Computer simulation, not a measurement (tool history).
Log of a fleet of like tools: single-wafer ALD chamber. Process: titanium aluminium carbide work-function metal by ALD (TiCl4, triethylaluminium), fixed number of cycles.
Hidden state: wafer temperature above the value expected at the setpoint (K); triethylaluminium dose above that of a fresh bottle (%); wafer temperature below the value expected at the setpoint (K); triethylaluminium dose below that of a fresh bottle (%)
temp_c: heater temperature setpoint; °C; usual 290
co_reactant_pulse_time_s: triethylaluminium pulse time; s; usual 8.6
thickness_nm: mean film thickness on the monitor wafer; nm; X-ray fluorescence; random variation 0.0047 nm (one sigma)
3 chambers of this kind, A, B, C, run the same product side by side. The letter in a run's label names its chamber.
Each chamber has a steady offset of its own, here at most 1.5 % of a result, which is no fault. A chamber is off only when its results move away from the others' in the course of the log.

| run | hour | temp_c | co_reactant_pulse_time_s | hours since the last thermocouple change | hours since the last triethylaluminium bottle change | read-back reference wafer on the same gauge, thickness_nm | thickness_nm |
|---|---|---|---|---|---|---|---|
| 1C | 4.2 | 290 | 8.6 | 542.2 | 376.8 | 1.9591 | 1.9052 |
| 2A | 6.6 | 290 | 8.6 | 1319.1 | 713.1 | 1.9607 | 1.8773 |
|  | 9.7 | chamber B: thermocouple changed; heater temperature recalibrated |
| 3B | 10 | 290 | 8.6 | 0.4 | 386.2 | 1.9596 | 1.8841 |
| 4A | 14.1 | 290 | 8.6 | 1326.6 | 720.6 | 1.9604 | 1.879 |
| 5C | 17 | 290 | 8.6 | 555 | 389.6 | 1.9598 | 1.9016 |
| 6B | 20.3 | 290 | 8.6 | 10.7 | 396.5 | 1.9597 | 1.8806 |
| 7C | 23.2 | 290 | 8.6 | 561.2 | 395.8 | 1.9615 | 1.8904 |
| 8A | 25.6 | 290 | 8.6 | 1338.1 | 732.1 | 1.9596 | 1.8775 |
| 9B | 29.7 | 290 | 8.6 | 20.1 | 405.9 | 1.9592 | 1.8825 |
| 10B | 33.4 | 290 | 8.6 | 23.8 | 409.6 | 1.96 | 1.8809 |
| 11A | 35.5 | 290 | 8.6 | 1348 | 742 | 1.9601 | 1.8747 |
| 12C | 38.1 | 290 | 8.6 | 576.1 | 410.7 | 1.9592 | 1.9021 |
| 13B | 42.2 | 290 | 8.6 | 32.6 | 418.4 | 1.9597 | 1.893 |
| 14A | 46.2 | 290 | 8.6 | 1358.7 | 752.7 | 1.9606 | 1.8815 |
| 15C | 50.5 | 290 | 8.6 | 588.5 | 423.1 | 1.9601 | 1.8994 |
| 16A | 54.9 | 290 | 8.6 | 1367.4 | 761.4 | 1.9605 | 1.879 |
| 17B | 57.5 | 290 | 8.6 | 47.9 | 433.7 | 1.9602 | 1.8793 |
| 18C | 60.5 | 297 | 10.15 | 598.5 | 433.1 | 1.9614 | 2.0132 |
| 19A | 64.4 | 297 | 10.15 | 1376.9 | 770.9 | 1.9598 | 1.986 |
| 20B | 67.6 | 297 | 10.15 | 58 | 443.8 | 1.9612 | 1.9991 |
| 21C | 69.9 | 290 | 8.6 | 607.9 | 442.5 | 1.9616 | 1.91 |
| 22B | 73 | 280 | 11.18 | 63.4 | 449.2 | 1.9597 | 1.8487 |
| 23C | 76.7 | 280 | 11.18 | 614.7 | 449.3 | 1.9599 | 1.8848 |
| 24A | 80.3 | 280 | 11.18 | 1392.8 | 786.8 | 1.9605 | 1.8478 |
| 25C | 82.5 | 290 | 8.6 | 620.5 | 455.1 | 1.9605 | 1.916 |
| 26B | 86.3 | 290 | 8.6 | 76.7 | 462.5 | 1.9599 | 1.8853 |
| 27A | 88.5 | 290 | 8.6 | 1401 | 795 | 1.9595 | 1.8695 |
| 28C | 92.9 | 298 | 5.7 | 630.9 | 465.5 | 1.9599 | 1.8075 |
| 29A | 96.7 | 298 | 5.7 | 1409.2 | 803.2 | 1.9593 | 1.7647 |
| 30B | 99.7 | 298 | 5.7 | 90.1 | 475.9 | 1.9589 | 1.7826 |
| 31A | 103.5 | 290 | 8.6 | 1416 | 810 | 1.9606 | 1.8757 |
| 32B | 105.7 | 290 | 8.6 | 96.1 | 481.9 | 1.9597 | 1.8899 |
| 33C | 107.8 | 290 | 8.6 | 645.8 | 480.4 | 1.9609 | 1.9346 |
| 34C | 110.6 | 290 | 8.6 | 648.6 | 483.2 | 1.9599 | 1.9283 |
| 35B | 112.8 | 290 | 8.6 | 103.2 | 489 | 1.96 | 1.8894 |
| 36A | 115.7 | 296 | 6.45 | 1428.2 | 822.2 | 1.9592 | 1.8075 |
| 37B | 120 | 296 | 6.45 | 110.4 | 496.2 | 1.9593 | 1.8267 |
| 38C | 123.6 | 296 | 6.45 | 661.6 | 496.2 | 1.9581 | 1.8633 |
| 39A | 127 | 290 | 8.6 | 1439.5 | 833.5 | 1.9605 | 1.8855 |
| 40A | 130.1 | 290 | 8.6 | 1442.6 | 836.6 | 1.9584 | 1.877 |

All 3 chambers run these settings next. Forecast each chamber's results:
| 41A | 133.4 | 285 | 8.6 |  |  |  | ? |
| 41B | 133.4 | 285 | 8.6 |  |  |  | ? |
| 41C | 133.4 | 285 | 8.6 |  |  |  | ? |

| run | thickness_nm |
|---|---|
| 41A | 1.8287 |
| 41B | 1.8446 |
| 41C | 1.8961 |
